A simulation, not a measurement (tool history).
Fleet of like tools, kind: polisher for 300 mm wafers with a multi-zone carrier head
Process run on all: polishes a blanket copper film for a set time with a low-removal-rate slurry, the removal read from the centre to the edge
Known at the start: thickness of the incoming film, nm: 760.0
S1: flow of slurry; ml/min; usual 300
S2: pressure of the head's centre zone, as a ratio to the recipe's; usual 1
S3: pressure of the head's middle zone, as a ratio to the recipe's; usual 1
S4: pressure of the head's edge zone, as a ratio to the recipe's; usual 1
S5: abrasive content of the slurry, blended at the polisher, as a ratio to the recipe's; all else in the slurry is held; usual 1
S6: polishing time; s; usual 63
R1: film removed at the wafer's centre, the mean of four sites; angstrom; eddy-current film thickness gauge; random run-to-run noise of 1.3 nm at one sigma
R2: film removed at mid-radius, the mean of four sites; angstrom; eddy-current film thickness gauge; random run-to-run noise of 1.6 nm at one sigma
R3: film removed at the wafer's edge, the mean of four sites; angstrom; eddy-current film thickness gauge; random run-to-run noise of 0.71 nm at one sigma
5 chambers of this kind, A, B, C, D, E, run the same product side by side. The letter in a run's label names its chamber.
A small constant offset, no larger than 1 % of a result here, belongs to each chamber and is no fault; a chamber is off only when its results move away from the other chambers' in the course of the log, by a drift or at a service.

-- day=0.4 chamber B: slurry nozzle cleaned
-- day=0.433 chamber C: worn pad replaced by a new one
run 1B day=0.438 | S1=300 S2=1 S3=1 S4=1 S5=1 S6=63 | R1=1068.2 R2=1078.6 R3=1086.2
run 2D day=0.808 | S1=300 S2=1 S3=1 S4=1 S5=1 S6=63 | R1=1062.9 R2=1068.1 R3=1081.6
-- day=0.954 chamber E: worn pad replaced by a new one
run 3C day=1.15 | S1=300 S2=1 S3=1 S4=1 S5=1 S6=63 | R1=1087.8 R2=1115.6 R3=1072.6
run 4E day=1.638 | S1=300 S2=1 S3=1 S4=1 S5=1 S6=63 | R1=1086.6 R2=1090.3 R3=1083.2
-- day=1.996 chamber B: worn pad replaced by a new one
run 5A day=2.05 | S1=300 S2=1 S3=1 S4=1 S5=1 S6=63 | R1=1110.5 R2=1118 R3=1090.2
-- day=2.146 chamber D: worn pad replaced by a new one
run 6B day=2.338 | S1=300 S2=1 S3=1 S4=1 S5=1 S6=63 | R1=1073.4 R2=1063.1 R3=1083.7
run 7D day=2.746 | S1=300 S2=1 S3=1 S4=1 S5=1 S6=63 | R1=1058.2 R2=1076.5 R3=1072.7
-- day=2.804 chamber A: worn pad replaced by a new one
run 8C day=3.179 | S1=300 S2=1 S3=1 S4=1 S5=1 S6=63 | R1=1095.6 R2=1097.7 R3=1090.6
-- day=3.296 chamber C: worn pad replaced by a new one
-- day=3.521 chamber E: worn pad replaced by a new one
run 9E day=3.579 | S1=300 S2=1 S3=1 S4=1 S5=1 S6=63 | R1=1082.1 R2=1056.1 R3=1099.1
run 10A day=3.842 | S1=300 S2=1 S3=1 S4=1 S5=1 S6=63 | R1=1086.5 R2=1130.6 R3=1087.1
-- day=3.946 chamber D: slurry nozzle cleaned
-- day=4.146 chamber B: worn pad replaced by a new one
run 11E day=4.3 | S1=300 S2=1 S3=1 S4=1 S5=1 S6=63 | R1=1069.2 R2=1093.3 R3=1085.3
run 12C day=4.754 | S1=300 S2=1 S3=1 S4=1 S5=1 S6=63 | R1=1103.3 R2=1061.8 R3=1091.2
-- day=4.933 chamber D: worn pad replaced by a new one
-- day=4.988 chamber E: slurry nozzle cleaned
run 13A day=5.05 | S1=300 S2=1 S3=1 S4=1 S5=1 S6=63 | R1=1091.6 R2=1092.6 R3=1083.8
run 14B day=5.283 | S1=300 S2=1 S3=1 S4=1 S5=1 S6=63 | R1=1076.6 R2=1051 R3=1082.5
run 15D day=5.712 | S1=300 S2=1 S3=1 S4=1 S5=1 S6=63 | R1=1088.3 R2=1053 R3=1072.7
-- day=5.838 chamber E: worn pad replaced by a new one
-- day=6.142 chamber A: worn pad replaced by a new one
run 16A day=6.192 | S1=300 S2=1 S3=1 S4=1 S5=1 S6=63 | R1=1076.6 R2=1091.7 R3=1081.1
-- day=6.408 chamber C: worn pad replaced by a new one
run 17D day=6.542 | S1=300 S2=1 S3=1 S4=1 S5=1 S6=63 | R1=1075.2 R2=1074.4 R3=1073.9
run 18E day=6.829 | S1=300 S2=1 S3=1 S4=1 S5=1 S6=63 | R1=1050.9 R2=1077 R3=1090.3
-- day=6.838 chamber B: worn pad replaced by a new one
run 19B day=7.304 | S1=300 S2=1 S3=1 S4=1 S5=1 S6=63 | R1=1064.3 R2=1065.7 R3=1084.9
run 20C day=7.8 | S1=300 S2=1 S3=1.04 S4=1 S5=1 S6=63 | R1=1084.2 R2=1138.4 R3=1086
-- day=8.008 chamber E: worn pad replaced by a new one
run 21B day=8.071 | S1=300 S2=1 S3=1.04 S4=1 S5=1 S6=63 | R1=1074.2 R2=1128.1 R3=1083.5
run 22D day=8.312 | S1=300 S2=1 S3=1.04 S4=1 S5=1 S6=63 | R1=1077.1 R2=1110.9 R3=1078.8
run 23E day=8.588 | S1=300 S2=1 S3=1.04 S4=1 S5=1 S6=63 | R1=983.73 R2=1138.3 R3=1088.8
-- day=8.592 chamber D: worn pad replaced by a new one
-- day=9 chamber B: worn pad replaced by a new one
run 24A day=9.033 | S1=300 S2=1 S3=1.04 S4=1 S5=1 S6=63 | R1=1102.2 R2=1111.6 R3=1083.7
-- day=9.133 chamber B: slurry nozzle cleaned
run 25C day=9.275 | S1=300 S2=1 S3=1 S4=1 S5=1 S6=63 | R1=1104.1 R2=1073.5 R3=1099.8
run 26C day=9.733 | S1=300 S2=1 S3=1 S4=1 S5=1 S6=63 | R1=1106.9 R2=1071.2 R3=1093.4
-- day=9.921 chamber A: worn pad replaced by a new one
-- day=10.158 chamber E: worn pad replaced by a new one
run 27A day=10.179 | S1=300 S2=1 S3=1 S4=1 S5=1 S6=63 | R1=1093.1 R2=1067.8 R3=1091.1
-- day=10.25 chamber B: edge zone pressure recalibrated
run 28B day=10.629 | S1=300 S2=1 S3=1 S4=1 S5=1 S6=63 | R1=1068.5 R2=1088.9 R3=1087.7
run 29D day=11.017 | S1=300 S2=1 S3=1 S4=1 S5=1 S6=63 | R1=1055.7 R2=1063 R3=1077.6
run 30E day=11.254 | S1=300 S2=1 S3=1 S4=1 S5=1.2 S6=63 | R1=991.63 R2=1101.9 R3=1143.2
-- day=11.308 chamber B: worn pad replaced by a new one
run 31B day=11.558 | S1=300 S2=1 S3=1 S4=1 S5=1.2 S6=63 | R1=1141 R2=1127.1 R3=1132
run 32A day=11.788 | S1=300 S2=1 S3=1 S4=1 S5=1.2 S6=63 | R1=1124.8 R2=1141.8 R3=1137.2

Predict what each chamber gives when all 5 of them run the settings below next.
run 33A day=12.158 | S1=300 S2=1 S3=1 S4=1 S5=1.2 S6=63 | R1=? R2=? R3=?
run 33B day=12.158 | S1=300 S2=1 S3=1 S4=1 S5=1.2 S6=63 | R1=? R2=? R3=?
run 33C day=12.158 | S1=300 S2=1 S3=1 S4=1 S5=1.2 S6=63 | R1=? R2=? R3=?
run 33D day=12.158 | S1=300 S2=1 S3=1 S4=1 S5=1.2 S6=63 | R1=? R2=? R3=?
run 33E day=12.158 | S1=300 S2=1 S3=1 S4=1 S5=1.2 S6=63 | R1=? R2=? R3=?

run=33A R1=1113.4 R2=1125.5 R3=1119.7
run=33B R1=1142.1 R2=1099.7 R3=1142.9
run=33C R1=1125.3 R2=1147.6 R3=1130.8
run=33D R1=1094.8 R2=1098.2 R3=1113.3
run=33E R1=987.6 R2=1123.7 R3=1127
